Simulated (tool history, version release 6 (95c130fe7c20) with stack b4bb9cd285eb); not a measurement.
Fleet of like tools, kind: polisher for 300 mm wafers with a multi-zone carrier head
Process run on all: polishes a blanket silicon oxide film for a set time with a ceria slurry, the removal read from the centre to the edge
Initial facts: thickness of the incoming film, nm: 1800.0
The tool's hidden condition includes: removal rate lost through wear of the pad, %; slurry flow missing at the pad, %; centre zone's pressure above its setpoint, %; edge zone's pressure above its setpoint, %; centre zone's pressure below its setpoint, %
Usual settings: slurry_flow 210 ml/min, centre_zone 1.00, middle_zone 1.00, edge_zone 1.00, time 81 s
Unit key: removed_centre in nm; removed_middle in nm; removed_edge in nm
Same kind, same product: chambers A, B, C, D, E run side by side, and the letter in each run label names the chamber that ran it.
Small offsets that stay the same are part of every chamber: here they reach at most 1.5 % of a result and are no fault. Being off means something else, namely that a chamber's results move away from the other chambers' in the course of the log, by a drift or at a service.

run,day,slurry_flow,centre_zone,middle_zone,edge_zone,time,wafers polished on this pad,hours since the slurry nozzle was cleaned,hours since the centre zone pressure was calibrated,hours since the edge zone pressure was calibrated,removed_centre,removed_middle,removed_edge
1B,0.521,210,1.00,1.00,1.00,81,625,551.9,392.5,496.1,279.41,272.88,279.96
2D,0.838,210,1.00,1.00,1.00,81,854,320.4,114.0,791.8,280.97,281.73,281.16
# day 0.850: chamber C: worn pad replaced by a new one
3A,1.188,210,1.00,1.00,1.00,81,544,664.3,136.7,448.8,279.78,280.29,276.32
# day 1.296: chamber A: worn pad replaced by a new one
# day 1.338: chamber E: worn pad replaced by a new one
# day 1.392: chamber D: worn pad replaced by a new one
4C,1.704,210,1.00,1.00,1.00,81,167,163.0,558.7,431.4,278.20,275.56,278.95
# day 2.146: chamber B: worn pad replaced by a new one
5E,2.258,210,1.00,1.00,1.00,81,179,398.1,489.0,372.4,279.62,284.03,285.00
# day 2.454: chamber A: edge zone pressure recalibrated
# day 2.579: chamber A: slurry nozzle cleaned
6A,2.842,210,1.00,1.00,1.00,81,301,6.3,176.4,9.3,281.08,273.88,273.96
7C,3.158,210,0.90,1.00,1.00,81,451,197.9,593.6,466.3,247.23,280.14,279.24
8D,3.575,210,0.90,1.00,1.00,81,426,386.1,179.7,857.5,247.05,281.12,284.84
9B,4.200,210,0.90,1.00,1.00,81,401,640.2,480.8,584.4,246.14,278.11,280.80
# day 4.462: chamber E: edge zone pressure recalibrated
10E,4.671,210,0.90,1.00,1.00,81,650,456.0,546.9,5.0,246.41,282.84,284.71
# day 4.967: chamber E: worn pad replaced by a new one
# day 5.017: chamber A: worn pad replaced by a new one
11C,5.196,210,0.90,1.00,1.00,81,848,246.8,642.5,515.2,245.13,273.97,277.80
12B,5.517,210,1.00,1.00,1.00,81,658,671.8,512.4,616.0,279.58,279.50,281.49
13A,5.896,210,1.00,1.00,1.00,81,171,79.6,249.7,82.6,277.27,278.39,282.62
# day 6.108: chamber C: edge zone pressure recalibrated
14D,6.283,210,1.00,1.00,1.00,81,955,451.1,244.7,922.5,278.13,278.21,279.77
# day 6.367: chamber C: worn pad replaced by a new one
# day 6.450: chamber D: worn pad replaced by a new one
15E,6.808,210,1.00,1.00,1.00,81,359,507.3,598.2,56.3,280.07,282.28,281.78
# day 6.825: chamber B: worn pad replaced by a new one
16A,7.408,210,1.00,1.00,1.00,81,466,115.9,286.0,118.9,279.69,274.11,275.98
17B,7.862,210,1.00,1.00,1.08,81,203,728.1,568.7,672.3,276.93,283.17,291.25
# day 8.204: chamber E: worn pad replaced by a new one
18E,8.479,210,1.00,1.00,1.08,81,54,547.4,638.3,96.4,281.40,278.40,292.72
# day 8.621: chamber A: worn pad replaced by a new one
19D,8.892,210,1.00,1.00,1.08,81,476,513.7,307.3,985.1,269.43,271.61,284.63
20C,9.492,210,1.00,1.00,1.08,81,610,349.9,745.6,81.3,274.99,275.21,297.73
21C,10.071,210,1.00,1.00,1.08,81,723,363.8,759.5,95.2,275.29,273.70,291.03
22B,10.462,210,1.07,1.00,1.00,81,710,790.5,631.1,734.7,301.88,281.32,277.40
23A,11.092,210,1.07,1.00,1.00,81,482,204.3,374.4,207.3,302.89,280.15,278.65
24D,11.438,210,1.07,1.00,1.00,81,973,574.8,368.4,1046.2,289.23,272.91,273.32
# day 11.450: chamber D: worn pad replaced by a new one
# day 11.450: chamber C: worn pad replaced by a new one
# day 11.467: chamber E: worn pad replaced by a new one
# day 11.529: chamber E: slurry nozzle cleaned
# day 11.829: chamber B: worn pad replaced by a new one
# day 11.879: chamber A: worn pad replaced by a new one
25E,12.092,210,1.07,1.00,1.00,81,122,13.5,725.0,183.1,303.23,275.62,284.18
26D,12.629,210,1.07,1.00,1.00,81,230,603.4,397.0,1074.8,282.88,266.53,272.97
# day 12.875: chamber B: centre zone pressure recalibrated
# day 13.133: chamber C: slurry nozzle cleaned
27C,13.279,210,1.00,1.00,1.00,81,357,3.5,836.5,172.2,275.84,276.44,277.48
28E,13.654,210,1.09,0.91,1.00,81,427,51.0,762.5,220.6,304.30,254.81,285.10
29B,14.112,210,1.09,0.91,1.00,81,445,878.1,29.7,822.3,304.56,252.31,278.79
30A,14.546,210,1.09,0.91,1.00,81,520,287.2,457.3,290.2,303.48,256.84,280.42
31A,15.025,210,1.09,0.91,1.00,81,614,298.7,468.8,301.7,305.20,252.12,278.13
32D,15.671,210,1.09,0.91,1.00,81,824,676.4,470.0,1147.8,282.92,243.03,266.53
33B,16.008,210,1.00,1.00,1.00,81,815,923.6,75.2,867.8,279.05,282.26,280.94
# day 16.096: chamber C: worn pad replaced by a new one
34C,16.492,210,1.00,1.00,1.00,81,77,80.6,913.6,249.3,277.21,279.35,282.53

Decide between three cases: one chamber stands off from its peers, the gauge reading all wafers drifts, or nothing is wrong past each chamber's small offset. Where a chamber is off, say which and what most likely put it there.

Little by little, chamber D moves away from the other chambers.
Cause: slurry flow missing at the pad, % = 30.7.

Here are 4 candidates for chamber D's next run, each the usual settings with a change, their results left as question marks. Which one brings its results back in line with what the others give on the usual settings?
Maximum distance from the other chambers' mean on the usual settings for a result to count as in line: removed_centre 8.10 nm; removed_middle 9.30 nm; removed_edge 9.00 nm
35D-1,16.975,215,1.02,1.01,0.99,85,,,,,?,?,?
35D-2,16.975,205,0.98,0.99,1.01,77,,,,,?,?,?
35D-3,16.975,210,1.00,1.00,1.00,82,,,,,?,?,?
35D-4,16.975,210,1.00,1.00,1.00,80,,,,,?,?,?

Mean of the other chambers on the usual settings: removed_centre 277.69 nm; removed_middle 278.63 nm; removed_edge 279.46 nm
run,removed_centre,removed_middle,removed_edge
35D-1,279.12,278.55,279.87
35D-2,239.50,245.47,254.52
35D-3,262.16,265.08,270.54
35D-4,255.77,258.61,263.95
35D-1 brings the chamber back in line.
